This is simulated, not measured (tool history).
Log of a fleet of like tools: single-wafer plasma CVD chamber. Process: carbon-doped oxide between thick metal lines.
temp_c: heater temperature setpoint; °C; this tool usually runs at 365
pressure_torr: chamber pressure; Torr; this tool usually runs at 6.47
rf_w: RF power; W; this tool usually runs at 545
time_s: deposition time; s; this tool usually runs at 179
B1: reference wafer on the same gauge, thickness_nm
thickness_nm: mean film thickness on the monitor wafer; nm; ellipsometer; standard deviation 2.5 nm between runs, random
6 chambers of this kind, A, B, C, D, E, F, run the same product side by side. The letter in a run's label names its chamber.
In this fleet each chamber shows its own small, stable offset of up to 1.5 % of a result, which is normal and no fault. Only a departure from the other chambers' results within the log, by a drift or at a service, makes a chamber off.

Run 1F, hour 10: usual settings; B1 1054.5. Result: thickness_nm 960.4 nm.
Run 2B, hour 25.5: usual settings; B1 1055.1. Result: thickness_nm 939.92 nm.
At hour 35.3: chamber C: capacitance manometer re-zeroed and calibrated.
Run 3C, hour 40.1: usual settings; B1 1055.3. Result: thickness_nm 953.95 nm.
Run 4A, hour 47.5: usual settings; B1 1055.9. Result: thickness_nm 947.99 nm.
At hour 48.1: chamber A: capacitance manometer re-zeroed and calibrated.
Run 5E, hour 54.6: usual settings; B1 1056. Result: thickness_nm 945.05 nm.
Run 6D, hour 63.2: usual settings; B1 1055. Result: thickness_nm 952.66 nm.
Run 7C, hour 72.3: usual settings but time_s 160 s; B1 1055.1. Result: thickness_nm 846.87 nm.
Run 8F, hour 85.1: usual settings but time_s 160 s; B1 1055.5. Result: thickness_nm 854.11 nm.
Run 9E, hour 98.3: usual settings but time_s 160 s; B1 1055.5. Result: thickness_nm 846.35 nm.
Run 10B, hour 107.8: usual settings but time_s 160 s; B1 1054.5. Result: thickness_nm 839.8 nm.
Run 11D, hour 119.9: usual settings but time_s 160 s; B1 1054.4. Result: thickness_nm 854.9 nm.
Run 12A, hour 131.1: usual settings but time_s 160 s; B1 1055.1. Result: thickness_nm 840.22 nm.
Run 13E, hour 143: usual settings; B1 1055.2. Result: thickness_nm 948.47 nm.
At hour 150.3: chamber F: thermocouple changed; heater temperature recalibrated.
Run 14F, hour 156.6: usual settings; B1 1055.4. Result: thickness_nm 957.06 nm.
Run 15C, hour 165.1: usual settings; B1 1055.3. Result: thickness_nm 947.23 nm.
Run 16D, hour 173.2: usual settings; B1 1055. Result: thickness_nm 955.83 nm.
Run 17B, hour 188.7: usual settings; B1 1054.5. Result: thickness_nm 938.27 nm.
Run 18A, hour 198.2: usual settings; B1 1054.9. Result: thickness_nm 946.64 nm.
Run 19D, hour 213.5: usual settings; B1 1054.7. Result: thickness_nm 953 nm.
At hour 217.9: chamber B: RF generator calibrated.
Run 20B, hour 226.8: usual settings but temp_c 359 °C, pressure_torr 7.19 Torr; B1 1055.6. Result: thickness_nm 960.74 nm.
Run 21F, hour 237.6: usual settings but temp_c 359 °C, pressure_torr 7.19 Torr; B1 1055.2. Result: thickness_nm 981.91 nm.
Run 22A, hour 249.8: usual settings but temp_c 359 °C, pressure_torr 7.19 Torr; B1 1055.8. Result: thickness_nm 967.45 nm.
At hour 252.1: chamber E: RF generator calibrated.
Run 23E, hour 262.3: usual settings but temp_c 359 °C, pressure_torr 7.19 Torr; B1 1055.5. Result: thickness_nm 963.83 nm.
Run 24C, hour 275.9: usual settings but temp_c 359 °C, pressure_torr 7.19 Torr; B1 1055.4. Result: thickness_nm 958.17 nm.
Run 25E, hour 289.2: usual settings but temp_c 359 °C, pressure_torr 7.19 Torr; B1 1056. Result: thickness_nm 968.35 nm.
Run 26A, hour 299: usual settings; B1 1054.7. Result: thickness_nm 947.12 nm.
Run 27B, hour 308.2: usual settings but time_s 164 s; B1 1054.7. Result: thickness_nm 862.18 nm.
Run 28F, hour 322.2: usual settings but time_s 164 s; B1 1055.1. Result: thickness_nm 872.41 nm.
Run 29C, hour 329.7: usual settings but time_s 164 s; B1 1054.5. Result: thickness_nm 860.19 nm.
Run 30D, hour 339.6: usual settings but time_s 164 s; B1 1055.1. Result: thickness_nm 875.78 nm.
Run 31D, hour 354.9: usual settings but time_s 164 s; B1 1055.9. Result: thickness_nm 871.54 nm.
Run 32A, hour 367.4: usual settings but time_s 164 s; B1 1054.8. Result: thickness_nm 867.94 nm.
Run 33F, hour 380.4: usual settings; B1 1054.6. Result: thickness_nm 956.93 nm.
Run 34C, hour 389.1: usual settings; B1 1054.7. Result: thickness_nm 932.02 nm.
Run 35E, hour 396.4: usual settings; B1 1055.2. Result: thickness_nm 947.62 nm.
Run 36B, hour 404.5: usual settings but temp_c 373 °C, rf_w 580 W; B1 1055.2. Result: thickness_nm 960.36 nm.
Run 37D, hour 416.1: usual settings but temp_c 373 °C, rf_w 580 W; B1 1054.7. Result: thickness_nm 971.5 nm.
Run 38B, hour 426.5: usual settings but temp_c 373 °C, rf_w 580 W; B1 1055.8. Result: thickness_nm 958.6 nm.
Run 39C, hour 440.5: usual settings but temp_c 373 °C, rf_w 580 W; B1 1054.6. Result: thickness_nm 951.71 nm.
Run 40F, hour 451.4: usual settings but temp_c 373 °C, rf_w 580 W; B1 1054.5. Result: thickness_nm 976.2 nm.
Run 41E, hour 465.5: usual settings but temp_c 373 °C, rf_w 580 W; B1 1055. Result: thickness_nm 972.12 nm.
Run 42A, hour 473.2: usual settings; B1 1056.1. Result: thickness_nm 945.49 nm.
Run 43F, hour 488: usual settings but pressure_torr 6.98 Torr, time_s 153 s; B1 1055.4. Result: thickness_nm 826.18 nm.
Run 44D, hour 498.3: usual settings but pressure_torr 6.98 Torr, time_s 153 s; B1 1054.7. Result: thickness_nm 816.56 nm.

Does one chamber stand apart from the rest, does the shared gauge drift, or is all well apart from small per-chamber offsets? Give the chamber and the most likely cause, where there is one.

Chamber C drifts away from the others.
What lies behind it: delivered RF power below the setpoint (%) = 3.47.

Here are 4 candidates for chamber C's next run, each the usual settings with a change, their results left as question marks. Which one brings its results back in line with what the others give on the usual settings?
A result is in line if it is within this distance of the other chambers' mean on the usual settings: thickness_nm 8.7 nm
Run 45C-1, hour 509.4: usual settings but time_s 178 s. Result: thickness_nm ?.
Run 45C-2, hour 509.4: usual settings but time_s 175 s. Result: thickness_nm ?.
Run 45C-3, hour 509.4: usual settings but time_s 180 s. Result: thickness_nm ?.
Run 45C-4, hour 509.4: usual settings but pressure_torr 6.49 Torr, time_s 183 s. Result: thickness_nm ?.

The mean the other chambers reach with the usual settings: thickness_nm 949.04 nm
  run  thickness_nm
45C-1        923.12
45C-2        907.61
45C-3        933.46
45C-4        949.32
The answer is 45C-4, which returns the chamber to within the allowed miss of the others.
